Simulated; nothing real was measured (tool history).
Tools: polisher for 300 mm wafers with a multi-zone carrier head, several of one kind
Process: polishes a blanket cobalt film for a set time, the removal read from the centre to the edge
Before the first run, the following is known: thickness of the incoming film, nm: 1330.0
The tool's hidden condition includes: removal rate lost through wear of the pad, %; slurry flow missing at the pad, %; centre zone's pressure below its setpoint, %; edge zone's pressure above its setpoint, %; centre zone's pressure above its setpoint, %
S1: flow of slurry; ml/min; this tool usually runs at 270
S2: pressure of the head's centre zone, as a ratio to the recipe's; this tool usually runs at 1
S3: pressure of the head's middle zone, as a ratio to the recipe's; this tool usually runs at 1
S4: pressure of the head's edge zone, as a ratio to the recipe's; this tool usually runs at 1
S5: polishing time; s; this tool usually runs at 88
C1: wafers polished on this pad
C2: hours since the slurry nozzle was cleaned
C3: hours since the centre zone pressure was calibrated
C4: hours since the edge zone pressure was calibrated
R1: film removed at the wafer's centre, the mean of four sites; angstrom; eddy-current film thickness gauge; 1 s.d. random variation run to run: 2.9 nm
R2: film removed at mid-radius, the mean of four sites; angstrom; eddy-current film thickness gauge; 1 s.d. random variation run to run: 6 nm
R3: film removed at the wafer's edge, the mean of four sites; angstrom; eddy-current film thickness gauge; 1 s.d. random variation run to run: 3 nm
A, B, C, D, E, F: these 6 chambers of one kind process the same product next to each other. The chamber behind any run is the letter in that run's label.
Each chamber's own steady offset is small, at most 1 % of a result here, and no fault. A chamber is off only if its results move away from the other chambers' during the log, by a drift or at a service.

run   hour   S1    S2  S3    S4  S5    C1     C2     C3     C4      R1      R2      R3
       1.1  -- chamber D: worn pad replaced by a new one
 1D    3.5  270     1   1     1  88    14  278.6  320.2   94.6  4551.4  4576.1  4523.2
       4.5  -- chamber C: worn pad replaced by a new one
 2B    8.7  270     1   1     1  88   423  397.2  207.8  592.8  4565.8  4649.8  4600.6
      13.6  -- chamber F: slurry nozzle cleaned
 3F   16.1  270     1   1     1  88   300    2.6  460.3  546.5  4533.4  4538.6  4540.6
 4E   23.1  270     1   1     1  88   470  154.2  310.3  150.1  4536.7    4539  4571.7
 5C   27.5  270     1   1     1  88   134  179.1  287.1  757.8  4573.6  4691.8    4596
      29.5  -- chamber B: slurry nozzle cleaned
 6A   31.5  270  1.05   1     1  88   309  268.9  449.2  685.4  4842.8  4565.2  4499.3
 7A   35.2  270  1.05   1     1  88   331  272.6  452.9  689.1  4821.7  4490.2  4558.1
      36.7  -- chamber E: worn pad replaced by a new one
 8E   41.1  270  1.05   1     1  88    26  172.2  328.3  168.1  4784.7  4595.4  4536.7
 9C   47.3  270  1.05   1     1  88   249  198.9  306.9  777.6  4793.1  4520.5    4553
10D   54.7  270  1.05   1     1  88   313  329.8  371.4  145.8  4746.3    4581  4523.8
11B   60.8  270  1.05   1     1  88   727   31.3  259.9  644.9  4821.3  4478.8  4603.1
12F   65.3  270     1   1     1  88   587   51.8  509.5  595.7  4498.1  4616.6  4453.5
13B   70.2  270     1   1     1  88   781   40.7  269.3  654.3  4529.2  4708.4  4587.4
14A   74.3  270  0.91   1     1  69   559  311.7    492  728.2    3218  3527.3  3498.5
      76.7  -- chamber C: edge zone pressure recalibrated
15C   79.9  270  0.91   1     1  69   440  231.5  339.5    3.2  3241.9  3590.4  3559.8
16D   85.9  270  0.91   1     1  69   495    361  402.6    177  3191.2  3649.2    3531
17F   89.5  270  0.91   1     1  69   728     76  533.7  619.9  3145.9  3436.6  3452.5
        96  -- chamber A: slurry nozzle cleaned
18E   96.4  270  0.91   1     1  69   348  227.5  383.6  223.4  3199.9  3557.2  3543.9
19B  103.9  270  0.91   1     1  69   978   74.4    303    688  3241.2    3502  3615.5
20E  109.8  270     1   1     1  88   426  240.9    397  236.8  4509.6  4536.7  4560.2
21C  113.2  270     1   1     1  88   634  264.8  372.8   36.5    4554  4587.9  4586.1
22A  118.9  270     1   1     1  88   819     23  536.6  772.8  4513.5    4479  4537.1
23D  123.5  270     1   1  0.96  88   714  398.6  440.2  214.6  4572.6  4480.3  4432.3
24F  129.7  270     1   1  0.96  88   962  116.2  573.9  660.1  4364.3  4446.8  4164.1
       133  -- chamber E: worn pad replaced by a new one
25B  137.3  270     1   1  0.96  88  1173  107.8  336.4  721.4  4630.1  4727.2  4488.8
26C  144.7  270     1   1  0.96  88   818  296.3  404.3     68    4557  4672.8  4446.4
     147.6  -- chamber A: worn pad replaced by a new one
27A  148.1  270     1   1  0.96  88     3   52.2  565.8    802  4602.5  4642.9    4401
28E  152.7  270     1   1  0.96  88   115  283.8  439.9  279.7  4508.6    4519    4414
     153.3  -- chamber B: worn pad replaced by a new one
     158.4  -- chamber B: centre zone pressure recalibrated
29F  158.5  270     1   1     1  88  1131    145  602.7  688.9  4262.4  4289.2  4253.5
30D  164.8  270     1   1     1  88   955  439.9  481.5  255.9  4555.7  4627.1  4457.9
31A  171.2  270     1   1     1  88   138   75.3  588.9  825.1  4585.4    4589  4532.8
     174.7  -- chamber F: centre zone pressure recalibrated
32F  176.8  270     1   1     1  88  1237  163.3    2.1  707.2  4274.6  4343.4  4260.6
33D  183.8  270     1   1     1  88  1066  458.9  500.5  274.9  4537.1  4509.7  4557.2
34B  188.1  270   0.9   1     1  88   203  158.6   29.7  772.2  4050.7  4644.5  4567.8
35E  191.5  270   0.9   1     1  88   341  322.6  478.7  318.5  4045.8  4554.4  4504.3
36C    199  270   0.9   1     1  88  1134  350.6  458.6  122.3  3998.5  4591.2    4557
37E  204.8  270   0.9   1     1  88   419  335.9    492  331.8  4039.4    4522    4529
     211.4  -- chamber C: worn pad replaced by a new one
38C  212.4  270   0.9   1     1  88     6    364    472  135.7    3998  4620.8  4550.8
39A    219  270   0.9   1     1  88   417  123.1  636.7  872.9  4038.2  4611.1  4545.1
40B  223.8  270     1   1     1  88   411  194.3   65.4  807.9  4534.8    4579  4613.4

Is one chamber out of step, is the gauge drifting, or do the chambers differ by no more than their own small offsets? For an off chamber, give its letter and the likeliest cause.

One chamber, F, drifts off from the rest bit by bit.
Most likely cause: removal rate lost through wear of the pad, % = 8.38.

Which of the 4 candidates below, each the usual settings with something changed and its results left as question marks, puts chamber F back in line with what the other chambers give on the usual settings?
A result is in line if it is within this distance of the other chambers' mean on the usual settings: R1 100 angstrom; R2 210 angstrom; R3 110 angstrom
41F-1  229.4  270   1     1     1  84                   ?   ?   ?
41F-2  229.4  270   1  0.99  1.01  96                   ?   ?   ?
41F-3  229.4  270   1     1     1  92                   ?   ?   ?
41F-4  229.4  270   1  1.01  0.99  80                   ?   ?   ?

Mean of the other chambers on the usual settings: R1 4550.1 angstrom; R2 4565.4 angstrom; R3 4537.7 angstrom
  run      R1      R2      R3
41F-1  3967.9  4047.8  3974.2
41F-2  4534.4    4583  4566.5
41F-3  4345.8  4433.3  4352.7
41F-4  3779.3  3890.8  3764.5
With 41F-2, the chamber falls back in line with the rest.
